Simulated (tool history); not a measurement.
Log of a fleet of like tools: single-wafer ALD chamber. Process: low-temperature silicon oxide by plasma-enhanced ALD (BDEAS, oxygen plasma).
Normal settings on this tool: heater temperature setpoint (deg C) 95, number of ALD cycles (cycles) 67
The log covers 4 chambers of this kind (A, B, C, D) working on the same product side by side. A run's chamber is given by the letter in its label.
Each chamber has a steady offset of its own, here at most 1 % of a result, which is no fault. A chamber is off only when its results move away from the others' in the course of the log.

run   hour  heater temperature setpoint (deg C)  number of ALD cycles (cycles)  read-back reference wafer on the same gauge, thickness_nm  mean film thickness on the monitor wafer (nm)
 1B    9.2                                   95                             67                                                    10.0200                                         9.7310
 2A   16.9                                   95                             67                                                    10.0150                                         9.6547
 3C   25.6                                   95                             67                                                    10.0180                                         9.6683
 4D   32.6                                   95                             67                                                    10.0170                                         9.7316
 5B   45.3                                   95                             67                                                    10.0120                                         9.7302
 6C   55.0                                   95                             67                                                    10.0130                                         9.6706
 7D   64.3                                   95                             67                                                    10.0120                                         9.7108
 8A   76.0                                   95                             67                                                    10.0100                                         9.6530
 9C   81.6                                   95                             67                                                    10.0080                                         9.6554
10A   94.3                                   95                             67                                                    10.0080                                         9.6608
11B  104.4                                   95                             67                                                    10.0080                                         9.7352
12D  110.4                                   95                             67                                                    10.0060                                         9.7216
13A  116.2                                   95                             67                                                    10.0040                                         9.6445
14D  124.5                                   95                             67                                                    10.0070                                         9.7144
15B  133.9                                   95                             67                                                    10.0020                                         9.7075
16C  146.2                                   95                             67                                                    10.0020                                         9.6608
     152.0  -- chamber A: thermocouple changed; heater temperature recalibrated
17C  153.0                                   95                             67                                                     9.9989                                         9.6613
18B  165.3                                   95                             67                                                     9.9974                                         9.7135
19D  176.4                                   95                             67                                                     9.9949                                         9.6999
     183.4  -- chamber B: thermocouple changed; heater temperature recalibrated
20A  183.8                                   95                             67                                                     9.9964                                         9.6590
21A  190.3                                   95                             67                                                     9.9923                                         9.6341
22D  198.1                                   95                             67                                                     9.9950                                         9.7028
23C  207.6                                   95                             67                                                     9.9910                                         9.6459
24B  215.7                                   95                             67                                                     9.9936                                         9.6798
25D  223.2                                   80                             55                                                     9.9882                                         8.3917
26A  234.7                                   80                             55                                                     9.9879                                         8.3071
27C  241.7                                   80                             55                                                     9.9857                                         8.3309
28B  250.7                                   80                             55                                                     9.9831                                         8.3839
29A  257.7                                   95                             67                                                     9.9864                                         9.6342
30D  265.0                                   95                             67                                                     9.9841                                         9.7070
31B  277.2                                   95                             67                                                     9.9807                                         9.6802
32C  285.1                                   95                             67                                                     9.9781                                         9.6449
33D  292.1                                   95                             67                                                     9.9816                                         9.7013
34C  303.5                                   95                             67                                                     9.9805                                         9.6425
35B  310.7                                   95                             67                                                     9.9768                                         9.6815
36A  317.9                                   95                             67                                                     9.9774                                         9.6584
37C  325.5                                   95                             67                                                     9.9766                                         9.6217

Predict what each chamber gives when all 4 of them run the settings below next.
38A  334.7                                   95                             61                                                                                                         ?
38B  334.7                                   95                             61                                                                                                         ?
38C  334.7                                   95                             61                                                                                                         ?
38D  334.7                                   95                             61                                                                                                         ?

run  mean film thickness on the monitor wafer (nm)
38A                                         8.7597
38B                                         8.8262
38C                                         8.7730
38D                                         8.8140
